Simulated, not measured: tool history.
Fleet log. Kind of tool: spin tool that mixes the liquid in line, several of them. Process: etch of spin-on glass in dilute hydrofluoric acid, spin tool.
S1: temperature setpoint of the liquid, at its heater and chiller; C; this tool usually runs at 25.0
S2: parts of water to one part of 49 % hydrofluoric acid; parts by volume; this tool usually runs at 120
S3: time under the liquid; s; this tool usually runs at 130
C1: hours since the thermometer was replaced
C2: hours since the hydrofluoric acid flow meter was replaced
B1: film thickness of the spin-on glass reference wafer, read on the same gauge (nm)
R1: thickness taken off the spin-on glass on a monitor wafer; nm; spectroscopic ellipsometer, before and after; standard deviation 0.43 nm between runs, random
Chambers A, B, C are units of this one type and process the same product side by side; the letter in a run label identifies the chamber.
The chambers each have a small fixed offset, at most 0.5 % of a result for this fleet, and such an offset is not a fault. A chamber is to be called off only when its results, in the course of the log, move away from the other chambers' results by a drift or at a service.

| run | hour | S1 | S2 | S3 | C1 | C2 | B1 | R1 |
|---|---|---|---|---|---|---|---|---|
| 1B | 6.0 | 25.0 | 120 | 130 | 1731.0 | 353.9 | 139.98 | 46.841 |
| 2A | 13.8 | 25.0 | 120 | 130 | 457.4 | 523.5 | 139.99 | 47.018 |
| 3C | 18.9 | 25.0 | 120 | 130 | 1359.2 | 1181.7 | 139.98 | 46.549 |
| 4A | 25.6 | 25.0 | 120 | 130 | 469.2 | 535.3 | 139.96 | 46.428 |
| 5C | 31.1 | 25.0 | 120 | 130 | 1371.4 | 1193.9 | 139.98 | 46.184 |
| 6B | 36.1 | 25.0 | 145 | 130 | 1761.1 | 384.0 | 140.00 | 38.006 |
| 7A | 41.7 | 25.0 | 145 | 130 | 485.3 | 551.4 | 139.97 | 37.288 |
| 8C | 48.9 | 25.0 | 145 | 130 | 1389.2 | 1211.7 | 140.02 | 38.202 |
| 9B | 53.1 | 25.0 | 145 | 205 | 1778.1 | 401.0 | 139.99 | 59.815 |
| 10B | 58.1 | 25.0 | 145 | 205 | 1783.1 | 406.0 | 140.00 | 60.706 |
| 11C | 65.3 | 25.0 | 145 | 205 | 1405.6 | 1228.1 | 140.00 | 59.671 |
| 12A | 70.4 | 25.0 | 120 | 130 | 514.0 | 580.1 | 139.99 | 46.524 |
| 13A | 78.0 | 25.0 | 120 | 130 | 521.6 | 587.7 | 139.97 | 46.446 |
| 14C | 85.9 | 25.0 | 120 | 130 | 1426.2 | 1248.7 | 140.00 | 47.313 |
| 15B | 92.6 | 25.0 | 120 | 130 | 1817.6 | 440.5 | 140.00 | 47.289 |
| 16B | 100.0 | 25.0 | 120 | 130 | 1825.0 | 447.9 | 140.00 | 47.861 |
| 17C | 103.7 | 25.0 | 120 | 130 | 1444.0 | 1266.5 | 140.00 | 46.542 |
| 18A | 109.2 | 23.5 | 120 | 130 | 552.8 | 618.9 | 139.99 | 42.800 |
| 19C | 116.3 | 23.5 | 120 | 130 | 1456.6 | 1279.1 | 139.96 | 43.579 |
|  | 118.4 | chamber B: hydrofluoric acid flow meter replaced |
| 20A | 122.8 | 23.5 | 120 | 130 | 566.4 | 632.5 | 140.00 | 42.741 |
|  | 124.8 | chamber C: hydrofluoric acid flow meter replaced |
| 21B | 130.3 | 25.0 | 120 | 130 | 1855.3 | 11.9 | 140.00 | 47.145 |
| 22C | 135.5 | 25.0 | 120 | 130 | 1475.8 | 10.8 | 140.02 | 47.127 |
| 23A | 142.6 | 25.0 | 120 | 130 | 586.2 | 652.3 | 140.01 | 45.125 |
| 24B | 150.6 | 25.0 | 120 | 130 | 1875.6 | 32.2 | 140.00 | 46.343 |
| 25C | 154.8 | 25.0 | 120 | 130 | 1495.1 | 30.1 | 139.99 | 46.728 |
| 26A | 163.0 | 27.5 | 120 | 80 | 606.6 | 672.7 | 140.00 | 30.180 |
|  | 164.1 | chamber C: thermometer replaced |
| 27B | 171.0 | 27.5 | 120 | 80 | 1896.0 | 52.6 | 140.01 | 32.421 |
| 28B | 178.0 | 27.5 | 120 | 80 | 1903.0 | 59.6 | 140.04 | 31.626 |
| 29A | 181.7 | 25.0 | 120 | 130 | 625.3 | 691.4 | 140.02 | 44.382 |
| 30C | 187.0 | 25.0 | 120 | 130 | 23.0 | 62.3 | 140.00 | 46.697 |

Is one chamber off against the others, does the gauge drift, or is nothing wrong? If a chamber is off, say which, and what the likeliest cause is.

One chamber, A, drifts off from the rest bit by bit.
Likeliest cause: hydrofluoric acid flow below the setpoint (%) = 5.08.
Not necessarily distinguishable in this log from: liquid colder than its thermometer reads (K).

Here are 4 candidates for chamber A's next run, each the usual settings with a change, their results left as question marks. Which one brings its results back in line with what the others give on the usual settings?
Counts as in line when no further than this from what the other chambers average on the usual settings: R1 1.500 nm
| 31A-1 | 192.9 | 25.0 | 120 | 140 |  |  |  | ? |
| 31A-2 | 192.9 | 25.0 | 125 | 120 |  |  |  | ? |
| 31A-3 | 192.9 | 23.5 | 120 | 130 |  |  |  | ? |
| 31A-4 | 192.9 | 25.0 | 115 | 140 |  |  |  | ? |

On the usual settings, the other chambers give on average: R1 47.053 nm
| run | R1 |
|---|---|
| 31A-1 | 47.463 |
| 31A-2 | 38.811 |
| 31A-3 | 41.615 |
| 31A-4 | 49.846 |
Change 31A-1 lands the chamber within the allowed miss of the other chambers.
